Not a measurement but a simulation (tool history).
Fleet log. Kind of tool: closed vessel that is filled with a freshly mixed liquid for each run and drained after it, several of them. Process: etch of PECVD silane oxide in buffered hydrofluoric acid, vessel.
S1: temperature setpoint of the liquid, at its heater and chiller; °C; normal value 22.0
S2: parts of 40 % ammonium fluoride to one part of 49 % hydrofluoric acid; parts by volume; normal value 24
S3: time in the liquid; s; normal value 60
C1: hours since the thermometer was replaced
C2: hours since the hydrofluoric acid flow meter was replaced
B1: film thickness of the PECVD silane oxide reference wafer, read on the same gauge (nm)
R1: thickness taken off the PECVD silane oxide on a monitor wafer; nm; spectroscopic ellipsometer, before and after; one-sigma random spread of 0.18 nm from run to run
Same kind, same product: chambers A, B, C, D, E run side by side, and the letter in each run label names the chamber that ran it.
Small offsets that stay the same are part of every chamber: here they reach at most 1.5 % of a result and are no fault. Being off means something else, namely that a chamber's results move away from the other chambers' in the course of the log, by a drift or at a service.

run 1C hour=4.7 | S1=22.0 S2=24 S3=60 | C1=2742.0 C2=541.7 | B1=120.01 | R1=47.901
run 2A hour=10.9 | S1=22.0 S2=24 S3=60 | C1=868.9 C2=877.0 | B1=119.99 | R1=47.401
run 3E hour=21.1 | S1=22.0 S2=24 S3=60 | C1=699.1 C2=250.8 | B1=120.00 | R1=47.520
run 4D hour=27.9 | S1=22.0 S2=24 S3=60 | C1=140.0 C2=980.8 | B1=119.98 | R1=47.468
run 5B hour=38.4 | S1=22.0 S2=24 S3=60 | C1=313.8 C2=1718.7 | B1=120.02 | R1=47.498
run 6A hour=43.4 | S1=17.5 S2=24 S3=60 | C1=901.4 C2=909.5 | B1=120.01 | R1=36.856
run 7C hour=49.9 | S1=17.5 S2=24 S3=60 | C1=2787.2 C2=586.9 | B1=120.00 | R1=37.345
-- hour=51.4 chamber C: thermometer replaced
run 8D hour=55.2 | S1=17.5 S2=24 S3=60 | C1=167.3 C2=1008.1 | B1=120.02 | R1=37.013
run 9E hour=59.8 | S1=17.5 S2=24 S3=60 | C1=737.8 C2=289.5 | B1=119.97 | R1=36.773
run 10B hour=68.9 | S1=17.5 S2=24 S3=60 | C1=344.3 C2=1749.2 | B1=120.03 | R1=36.570
run 11C hour=75.5 | S1=22.0 S2=24 S3=60 | C1=24.2 C2=612.5 | B1=120.00 | R1=48.099
run 12E hour=80.6 | S1=22.0 S2=24 S3=60 | C1=758.6 C2=310.3 | B1=119.99 | R1=47.524
run 13D hour=90.7 | S1=22.0 S2=24 S3=60 | C1=202.8 C2=1043.6 | B1=120.00 | R1=47.383
run 14A hour=99.2 | S1=22.0 S2=24 S3=60 | C1=957.2 C2=965.3 | B1=120.00 | R1=47.472
run 15B hour=109.0 | S1=22.0 S2=24 S3=60 | C1=384.4 C2=1789.3 | B1=119.97 | R1=47.167
run 16A hour=118.1 | S1=22.0 S2=24 S3=60 | C1=976.1 C2=984.2 | B1=119.99 | R1=47.402
run 17C hour=127.5 | S1=22.0 S2=24 S3=60 | C1=76.2 C2=664.5 | B1=119.99 | R1=47.933
run 18E hour=133.0 | S1=19.5 S2=24 S3=75 | C1=811.0 C2=362.7 | B1=120.00 | R1=51.639
run 19D hour=143.3 | S1=19.5 S2=24 S3=75 | C1=255.4 C2=1096.2 | B1=120.00 | R1=51.685
run 20B hour=148.0 | S1=19.5 S2=24 S3=75 | C1=423.4 C2=1828.3 | B1=119.99 | R1=51.156
run 21A hour=155.0 | S1=19.5 S2=24 S3=75 | C1=1013.0 C2=1021.1 | B1=120.01 | R1=51.672
run 22B hour=164.2 | S1=19.5 S2=24 S3=75 | C1=439.6 C2=1844.5 | B1=120.00 | R1=51.708
run 23E hour=171.7 | S1=22.0 S2=24 S3=60 | C1=849.7 C2=401.4 | B1=120.03 | R1=47.549
run 24C hour=178.0 | S1=22.0 S2=24 S3=60 | C1=126.7 C2=715.0 | B1=120.00 | R1=47.826
run 25D hour=188.1 | S1=22.0 S2=24 S3=60 | C1=300.2 C2=1141.0 | B1=120.01 | R1=47.555
run 26B hour=197.1 | S1=22.0 S2=24 S3=60 | C1=472.5 C2=1877.4 | B1=120.01 | R1=47.225
run 27C hour=205.2 | S1=25.5 S2=24 S3=45 | C1=153.9 C2=742.2 | B1=120.00 | R1=43.481
run 28E hour=213.0 | S1=25.5 S2=24 S3=45 | C1=891.0 C2=442.7 | B1=120.01 | R1=43.055
run 29D hour=223.3 | S1=25.5 S2=24 S3=45 | C1=335.4 C2=1176.2 | B1=119.98 | R1=43.298
run 30A hour=232.3 | S1=25.5 S2=24 S3=45 | C1=1090.3 C2=1098.4 | B1=120.01 | R1=43.503
-- hour=238.1 chamber C: hydrofluoric acid flow meter replaced
run 31A hour=238.8 | S1=25.5 S2=24 S3=45 | C1=1096.8 C2=1104.9 | B1=119.97 | R1=43.437
run 32C hour=246.2 | S1=22.0 S2=24 S3=60 | C1=194.9 C2=8.2 | B1=120.00 | R1=47.815
run 33E hour=255.3 | S1=22.0 S2=24 S3=60 | C1=933.3 C2=485.0 | B1=120.01 | R1=47.575
run 34B hour=261.7 | S1=22.0 S2=24 S3=60 | C1=537.1 C2=1942.0 | B1=120.01 | R1=47.610

The same settings go to every chamber for the next run, one line per chamber below. Forecast the results for each:
run 35A hour=269.2 | S1=22.0 S2=24 S3=60 | R1=?
run 35B hour=269.2 | S1=22.0 S2=24 S3=60 | R1=?
run 35C hour=269.2 | S1=22.0 S2=24 S3=60 | R1=?
run 35D hour=269.2 | S1=22.0 S2=24 S3=60 | R1=?
run 35E hour=269.2 | S1=22.0 S2=24 S3=60 | R1=?

run=35A R1=47.477
run=35B R1=46.976
run=35C R1=47.842
run=35D R1=47.728
run=35E R1=47.590
